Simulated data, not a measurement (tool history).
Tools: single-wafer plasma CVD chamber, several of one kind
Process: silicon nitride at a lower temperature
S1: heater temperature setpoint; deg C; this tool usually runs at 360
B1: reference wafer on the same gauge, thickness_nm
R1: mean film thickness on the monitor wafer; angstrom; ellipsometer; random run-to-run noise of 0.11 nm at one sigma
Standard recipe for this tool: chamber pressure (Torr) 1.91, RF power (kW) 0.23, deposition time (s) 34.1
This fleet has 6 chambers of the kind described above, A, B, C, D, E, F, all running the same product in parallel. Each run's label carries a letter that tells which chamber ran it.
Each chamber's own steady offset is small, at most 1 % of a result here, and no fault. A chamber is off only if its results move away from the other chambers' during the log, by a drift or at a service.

{"run": "1D", "day": 0.304, "S1": 360, "chamber pressure (Torr)": 1.91, "RF power (kW)": 0.23, "deposition time (s)": 34.1, "B1": 32.108, "R1": 347.54}
{"run": "2C", "day": 0.538, "S1": 360, "chamber pressure (Torr)": 1.91, "RF power (kW)": 0.23, "deposition time (s)": 34.1, "B1": 32.094, "R1": 350.96}
{"day": 0.617, "done": "chamber E: capacitance manometer re-zeroed and calibrated"}
{"run": "3F", "day": 1.046, "S1": 360, "chamber pressure (Torr)": 1.91, "RF power (kW)": 0.23, "deposition time (s)": 34.1, "B1": 32.099, "R1": 345.77}
{"run": "4E", "day": 1.338, "S1": 360, "chamber pressure (Torr)": 1.91, "RF power (kW)": 0.23, "deposition time (s)": 34.1, "B1": 32.123, "R1": 349.33}
{"run": "5B", "day": 1.6, "S1": 360, "chamber pressure (Torr)": 1.91, "RF power (kW)": 0.23, "deposition time (s)": 34.1, "B1": 32.099, "R1": 349.28}
{"run": "6A", "day": 1.883, "S1": 368, "chamber pressure (Torr)": 1.91, "RF power (kW)": 0.23, "deposition time (s)": 39.7, "B1": 32.078, "R1": 403.88}
{"day": 1.958, "done": "chamber C: RF generator calibrated"}
{"run": "7D", "day": 2.204, "S1": 368, "chamber pressure (Torr)": 1.91, "RF power (kW)": 0.23, "deposition time (s)": 39.7, "B1": 32.098, "R1": 405.42}
{"run": "8E", "day": 2.675, "S1": 368, "chamber pressure (Torr)": 1.91, "RF power (kW)": 0.23, "deposition time (s)": 39.7, "B1": 32.103, "R1": 404.99}
{"run": "9B", "day": 3.029, "S1": 368, "chamber pressure (Torr)": 1.91, "RF power (kW)": 0.23, "deposition time (s)": 39.7, "B1": 32.109, "R1": 403.44}
{"run": "10C", "day": 3.533, "S1": 368, "chamber pressure (Torr)": 1.91, "RF power (kW)": 0.23, "deposition time (s)": 39.7, "B1": 32.125, "R1": 407.31}
{"run": "11F", "day": 3.904, "S1": 368, "chamber pressure (Torr)": 1.91, "RF power (kW)": 0.23, "deposition time (s)": 39.7, "B1": 32.116, "R1": 398.99}
{"run": "12A", "day": 4.221, "S1": 360, "chamber pressure (Torr)": 1.91, "RF power (kW)": 0.23, "deposition time (s)": 34.1, "B1": 32.091, "R1": 346.02}
{"run": "13C", "day": 4.596, "S1": 360, "chamber pressure (Torr)": 1.91, "RF power (kW)": 0.23, "deposition time (s)": 34.1, "B1": 32.12, "R1": 351.07}
{"run": "14D", "day": 4.879, "S1": 346, "chamber pressure (Torr)": 1.91, "RF power (kW)": 0.23, "deposition time (s)": 34.1, "B1": 32.097, "R1": 348.6}
{"run": "15A", "day": 5.288, "S1": 346, "chamber pressure (Torr)": 1.91, "RF power (kW)": 0.23, "deposition time (s)": 34.1, "B1": 32.115, "R1": 350.49}
{"day": 5.533, "done": "chamber E: RF generator calibrated"}
{"run": "16F", "day": 5.662, "S1": 346, "chamber pressure (Torr)": 1.91, "RF power (kW)": 0.23, "deposition time (s)": 34.1, "B1": 32.076, "R1": 342.94}
{"run": "17E", "day": 6.075, "S1": 346, "chamber pressure (Torr)": 1.91, "RF power (kW)": 0.23, "deposition time (s)": 34.1, "B1": 32.081, "R1": 350.67}
{"run": "18B", "day": 6.517, "S1": 346, "chamber pressure (Torr)": 1.91, "RF power (kW)": 0.23, "deposition time (s)": 34.1, "B1": 32.124, "R1": 352.61}
{"run": "19A", "day": 6.983, "S1": 346, "chamber pressure (Torr)": 1.91, "RF power (kW)": 0.23, "deposition time (s)": 34.1, "B1": 32.093, "R1": 351.32}
{"run": "20C", "day": 7.346, "S1": 360, "chamber pressure (Torr)": 1.91, "RF power (kW)": 0.23, "deposition time (s)": 34.1, "B1": 32.111, "R1": 349.77}
{"run": "21B", "day": 7.842, "S1": 360, "chamber pressure (Torr)": 1.91, "RF power (kW)": 0.23, "deposition time (s)": 34.1, "B1": 32.108, "R1": 348.22}
{"run": "22E", "day": 8.196, "S1": 360, "chamber pressure (Torr)": 1.91, "RF power (kW)": 0.23, "deposition time (s)": 34.1, "B1": 32.142, "R1": 348.28}
{"run": "23F", "day": 8.708, "S1": 360, "chamber pressure (Torr)": 1.91, "RF power (kW)": 0.23, "deposition time (s)": 34.1, "B1": 32.114, "R1": 340.08}
{"day": 8.888, "done": "chamber A: thermocouple changed; heater temperature recalibrated"}
{"run": "24D", "day": 8.933, "S1": 360, "chamber pressure (Torr)": 1.91, "RF power (kW)": 0.23, "deposition time (s)": 34.1, "B1": 32.111, "R1": 347.45}
{"run": "25F", "day": 9.188, "S1": 360, "chamber pressure (Torr)": 1.91, "RF power (kW)": 0.23, "deposition time (s)": 34.1, "B1": 32.09, "R1": 341.37}
{"run": "26A", "day": 9.629, "S1": 360, "chamber pressure (Torr)": 1.91, "RF power (kW)": 0.23, "deposition time (s)": 34.1, "B1": 32.111, "R1": 348.15}
{"run": "27E", "day": 10.025, "S1": 360, "chamber pressure (Torr)": 1.91, "RF power (kW)": 0.23, "deposition time (s)": 34.1, "B1": 32.11, "R1": 349.32}
{"day": 10.267, "done": "chamber B: capacitance manometer re-zeroed and calibrated"}
{"run": "28B", "day": 10.483, "S1": 369, "chamber pressure (Torr)": 2.37, "RF power (kW)": 0.23, "deposition time (s)": 34.1, "B1": 32.108, "R1": 367.02}
{"run": "29D", "day": 10.717, "S1": 369, "chamber pressure (Torr)": 2.37, "RF power (kW)": 0.23, "deposition time (s)": 34.1, "B1": 32.094, "R1": 366.03}
{"run": "30C", "day": 11.121, "S1": 369, "chamber pressure (Torr)": 2.37, "RF power (kW)": 0.23, "deposition time (s)": 34.1, "B1": 32.1, "R1": 369.64}
{"run": "31C", "day": 11.633, "S1": 369, "chamber pressure (Torr)": 2.37, "RF power (kW)": 0.23, "deposition time (s)": 34.1, "B1": 32.115, "R1": 367.67}
{"run": "32E", "day": 12.054, "S1": 369, "chamber pressure (Torr)": 2.37, "RF power (kW)": 0.23, "deposition time (s)": 34.1, "B1": 32.108, "R1": 366.42}
{"run": "33A", "day": 12.512, "S1": 369, "chamber pressure (Torr)": 2.37, "RF power (kW)": 0.23, "deposition time (s)": 34.1, "B1": 32.113, "R1": 367.82}
{"day": 12.738, "done": "chamber C: thermocouple changed; heater temperature recalibrated"}
{"run": "34F", "day": 12.925, "S1": 360, "chamber pressure (Torr)": 1.53, "RF power (kW)": 0.23, "deposition time (s)": 34.1, "B1": 32.091, "R1": 318.62}
{"run": "35B", "day": 13.217, "S1": 360, "chamber pressure (Torr)": 1.53, "RF power (kW)": 0.23, "deposition time (s)": 34.1, "B1": 32.119, "R1": 327.94}
{"run": "36D", "day": 13.442, "S1": 360, "chamber pressure (Torr)": 1.53, "RF power (kW)": 0.23, "deposition time (s)": 34.1, "B1": 32.095, "R1": 328.43}
{"run": "37A", "day": 13.671, "S1": 360, "chamber pressure (Torr)": 1.53, "RF power (kW)": 0.23, "deposition time (s)": 34.1, "B1": 32.102, "R1": 326.19}
{"run": "38D", "day": 14.162, "S1": 360, "chamber pressure (Torr)": 1.53, "RF power (kW)": 0.23, "deposition time (s)": 34.1, "B1": 32.111, "R1": 328.15}
{"run": "39B", "day": 14.388, "S1": 360, "chamber pressure (Torr)": 1.53, "RF power (kW)": 0.23, "deposition time (s)": 34.1, "B1": 32.094, "R1": 327.76}
{"day": 14.442, "done": "chamber F: thermocouple changed; heater temperature recalibrated"}
{"run": "40E", "day": 14.854, "S1": 360, "chamber pressure (Torr)": 1.91, "RF power (kW)": 0.23, "deposition time (s)": 34.1, "B1": 32.103, "R1": 348.58}
{"run": "41C", "day": 15.133, "S1": 360, "chamber pressure (Torr)": 1.91, "RF power (kW)": 0.23, "deposition time (s)": 34.1, "B1": 32.119, "R1": 348.87}
{"run": "42F", "day": 15.625, "S1": 360, "chamber pressure (Torr)": 1.91, "RF power (kW)": 0.23, "deposition time (s)": 31.8, "B1": 32.102, "R1": 314.52}
{"run": "43C", "day": 15.942, "S1": 360, "chamber pressure (Torr)": 1.91, "RF power (kW)": 0.23, "deposition time (s)": 31.8, "B1": 32.113, "R1": 327.06}
{"run": "44A", "day": 16.454, "S1": 360, "chamber pressure (Torr)": 1.91, "RF power (kW)": 0.23, "deposition time (s)": 31.8, "B1": 32.083, "R1": 324.45}

Next, all 6 chambers run the settings below, one line each with question marks for the results. What does each chamber give?
{"run": "45A", "day": 16.825, "S1": 360, "chamber pressure (Torr)": 1.91, "RF power (kW)": 0.23, "deposition time (s)": 34.1, "R1": "?"}
{"run": "45B", "day": 16.825, "S1": 360, "chamber pressure (Torr)": 1.91, "RF power (kW)": 0.23, "deposition time (s)": 34.1, "R1": "?"}
{"run": "45C", "day": 16.825, "S1": 360, "chamber pressure (Torr)": 1.91, "RF power (kW)": 0.23, "deposition time (s)": 34.1, "R1": "?"}
{"run": "45D", "day": 16.825, "S1": 360, "chamber pressure (Torr)": 1.91, "RF power (kW)": 0.23, "deposition time (s)": 34.1, "R1": "?"}
{"run": "45E", "day": 16.825, "S1": 360, "chamber pressure (Torr)": 1.91, "RF power (kW)": 0.23, "deposition time (s)": 34.1, "R1": "?"}
{"run": "45F", "day": 16.825, "S1": 360, "chamber pressure (Torr)": 1.91, "RF power (kW)": 0.23, "deposition time (s)": 34.1, "R1": "?"}

run=45A R1=347.45
run=45B R1=350.35
run=45C R1=348.99
run=45D R1=350.54
run=45E R1=349.79
run=45F R1=335.32

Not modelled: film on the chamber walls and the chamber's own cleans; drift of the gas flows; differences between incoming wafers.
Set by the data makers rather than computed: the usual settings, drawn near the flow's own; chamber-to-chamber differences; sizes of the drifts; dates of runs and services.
